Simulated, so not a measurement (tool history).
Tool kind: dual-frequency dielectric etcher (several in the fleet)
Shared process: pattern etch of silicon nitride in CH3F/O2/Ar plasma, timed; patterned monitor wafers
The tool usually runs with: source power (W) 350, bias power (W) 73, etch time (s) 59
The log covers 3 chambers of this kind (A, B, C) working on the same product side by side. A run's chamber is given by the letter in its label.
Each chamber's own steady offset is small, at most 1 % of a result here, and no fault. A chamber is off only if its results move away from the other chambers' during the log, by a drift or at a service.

run,hour,source power (W),bias power (W),etch time (s),"read-back reference wafer on the same gauge, depth_nm",mean etch depth across the wafer (angstrom)
1C,7.8,350,73,59,35.006,398.58
2A,18.8,350,73,59,35.025,393.79
3B,29.4,350,73,59,34.988,394.66
4A,38.3,350,73,59,34.982,393.73
5B,48.3,350,73,59,34.996,393.77
6C,53.1,350,73,59,35.012,397.7
7A,62.6,350,73,74,34.984,493.37
8C,71.8,350,73,74,35.022,500.29
9B,78.4,350,73,74,34.996,495.25
10A,85.3,350,73,59,35.009,392.48
11C,91.6,350,73,59,34.996,397.41
12B,102,350,73,59,34.975,393.21
13C,109.3,280,73,59,35.006,364.05
# hour 111.7: chamber B: bias power generator calibrated
14B,116,280,73,59,34.998,363.49
15A,122.6,280,73,59,35.006,361.28
16C,132.9,350,73,59,35.004,398.04
17B,141.4,350,73,59,34.995,395.57
18A,150.5,350,73,59,35.001,393.54
19C,156.1,350,73,59,35.022,397.19
20A,161.7,350,73,59,35.013,394.27
21B,171.4,350,85,72,34.984,507.08
22C,180.9,350,85,72,34.993,513.54
23A,187.1,350,85,72,35.013,504.29
24B,195.2,350,73,59,34.987,393.9
25A,204.5,350,73,59,34.995,392.68
26B,210.1,350,73,59,35.006,392.94
27C,218.2,350,73,59,35,399
28A,223.3,350,73,59,35,393.06
29C,233,350,73,59,34.995,401.76
30B,239.5,400,73,59,34.987,415.7
31C,249.5,400,73,59,34.995,421.54
# hour 251: chamber C: wet clean of the chamber
32B,254.8,400,73,59,34.991,414.83
33A,265.3,350,73,59,35,394.25
34C,271.3,350,73,59,35.009,403.34

Next, every chamber runs the same settings. What will each give?
35A,279.2,350,73,69.5,,?
35B,279.2,350,73,69.5,,?
35C,279.2,350,73,69.5,,?

run,mean etch depth across the wafer (angstrom)
35A,463.71
35B,463.97
35C,473.76

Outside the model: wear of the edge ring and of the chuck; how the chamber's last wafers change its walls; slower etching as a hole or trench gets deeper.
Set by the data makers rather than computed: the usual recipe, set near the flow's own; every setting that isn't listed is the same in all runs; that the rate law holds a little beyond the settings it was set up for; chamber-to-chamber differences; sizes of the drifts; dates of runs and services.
